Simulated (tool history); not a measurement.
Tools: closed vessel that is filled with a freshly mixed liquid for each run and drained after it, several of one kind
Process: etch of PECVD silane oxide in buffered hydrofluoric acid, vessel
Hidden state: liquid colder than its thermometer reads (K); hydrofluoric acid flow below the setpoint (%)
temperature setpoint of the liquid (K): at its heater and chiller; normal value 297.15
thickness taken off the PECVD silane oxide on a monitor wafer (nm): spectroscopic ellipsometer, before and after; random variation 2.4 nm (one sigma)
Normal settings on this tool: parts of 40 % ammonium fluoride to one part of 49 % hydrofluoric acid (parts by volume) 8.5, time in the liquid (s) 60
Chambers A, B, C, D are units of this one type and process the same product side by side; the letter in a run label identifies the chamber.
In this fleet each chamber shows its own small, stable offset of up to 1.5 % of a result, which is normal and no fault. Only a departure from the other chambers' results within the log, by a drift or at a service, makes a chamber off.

run	hour	temperature setpoint of the liquid (K)	parts of 40 % ammonium fluoride to one part of 49 % hydrofluoric acid (parts by volume)	time in the liquid (s)	hours since the thermometer was replaced	hours since the hydrofluoric acid flow meter was replaced	read-back film thickness of the PECVD silane oxide reference wafer, read on the same gauge (nm)	thickness taken off the PECVD silane oxide on a monitor wafer (nm)
1D	13.9	297.15	8.5	60	534.2	925.9	30.023	256.73
2C	24.9	297.15	8.5	60	229.3	543.0	29.992	256.95
3A	38.8	297.15	8.5	60	304.2	768.5	30.016	252.82
4B	46.5	297.15	8.5	60	734.6	1407.1	30.001	257.45
5D	53.6	297.15	8.5	60	573.9	965.6	29.979	254.58
6B	61.1	297.15	8.5	60	749.2	1421.7	30.005	252.39
7C	68.2	297.15	5.5	30	272.6	586.3	30.001	194.39
8A	80.9	297.15	5.5	30	346.3	810.6	29.970	194.95
9B	91.5	297.15	5.5	30	779.6	1452.1	29.989	194.58
10C	99.9	297.15	5.5	30	304.3	618.0	30.056	197.06
11A	110.7	294.15	5.0	60	376.1	840.4	29.996	351.66
12D	121.5	294.15	5.0	60	641.8	1033.5	30.031	351.84
13A	128.0	294.15	5.0	60	393.4	857.7	29.990	352.16
14B	137.6	294.15	5.0	60	825.7	1498.2	30.012	348.40
15D	143.7	297.15	8.5	60	664.0	1055.7	29.998	256.06
16C	152.6	297.15	8.5	60	357.0	670.7	29.982	258.74
17C	162.1	297.15	8.5	60	366.5	680.2	30.035	256.24
18B	173.9	297.15	8.5	60	862.0	1534.5	30.016	255.51
19A	186.6	297.15	8.5	80	452.0	916.3	29.980	342.39
20D	195.1	297.15	8.5	80	715.4	1107.1	29.988	339.68
# hour 196.3: chamber A: hydrofluoric acid flow meter replaced
21C	208.4	297.15	8.5	80	412.8	726.5	29.995	347.64
22A	221.0	297.15	8.5	80	486.4	24.7	29.996	334.84
23D	232.9	297.15	8.5	60	753.2	1144.9	30.006	255.59
24B	243.8	297.15	8.5	60	931.9	1604.4	30.014	253.99
25A	255.6	297.15	8.5	60	521.0	59.3	29.975	247.38
26D	263.0	297.15	8.5	60	783.3	1175.0	30.003	253.80
27B	275.4	297.15	11.0	60	963.5	1636.0	30.010	206.30
28C	286.6	297.15	11.0	60	491.0	804.7	29.981	207.42
29A	294.7	297.15	11.0	60	560.1	98.4	30.025	196.71
30C	307.0	297.15	11.0	60	511.4	825.1	29.979	205.41
31D	318.2	297.15	8.5	60	838.5	1230.2	30.022	254.14
32B	331.5	297.15	7.0	30	1019.6	1692.1	29.988	158.64
33A	339.3	297.15	7.0	30	604.7	143.0	29.995	142.15
34D	352.2	297.15	7.0	30	872.5	1264.2	29.991	157.73
35C	359.1	297.15	7.0	30	563.5	877.2	29.948	161.13
36B	372.5	297.15	8.5	60	1060.6	1733.1	29.966	252.38
37D	383.9	297.15	8.5	60	904.2	1295.9	30.001	253.29
38B	394.8	297.15	8.5	60	1082.9	1755.4	29.984	257.71
39A	401.6	297.15	8.5	60	667.0	205.3	30.002	233.11
40C	411.2	297.15	8.5	60	615.6	929.3	30.003	257.09
41D	418.0	297.15	8.5	60	938.3	1330.0	30.027	256.20

What goes on in this fleet: one chamber off, a drifting gauge, or nothing beyond the chambers' own small offsets? Name the chamber and the cause, if any.

Chamber A drifts away from the others.
Cause: liquid colder than its thermometer reads (K) = 2.27.

Which of the 4 candidates below, each the usual settings with something changed and its results left as question marks, puts chamber A back in line with what the other chambers give on the usual settings?
To be in line, a result may differ from the other chambers' mean on the usual settings by at most: thickness taken off the PECVD silane oxide on a monitor wafer (nm) 8.30
42A-1	428.0	296.65	8.5	55				?
42A-2	428.0	297.65	8.5	65				?
42A-3	428.0	297.15	9.0	60				?
42A-4	428.0	298.15	8.5	60				?

The mean the other chambers reach with the usual settings: thickness taken off the PECVD silane oxide on a monitor wafer (nm) 255.28
run	thickness taken off the PECVD silane oxide on a monitor wafer (nm)
42A-1	202.39
42A-2	252.93
42A-3	213.71
42A-4	239.98
42A-2 is the one that brings the chamber's results back in line with the other chambers.

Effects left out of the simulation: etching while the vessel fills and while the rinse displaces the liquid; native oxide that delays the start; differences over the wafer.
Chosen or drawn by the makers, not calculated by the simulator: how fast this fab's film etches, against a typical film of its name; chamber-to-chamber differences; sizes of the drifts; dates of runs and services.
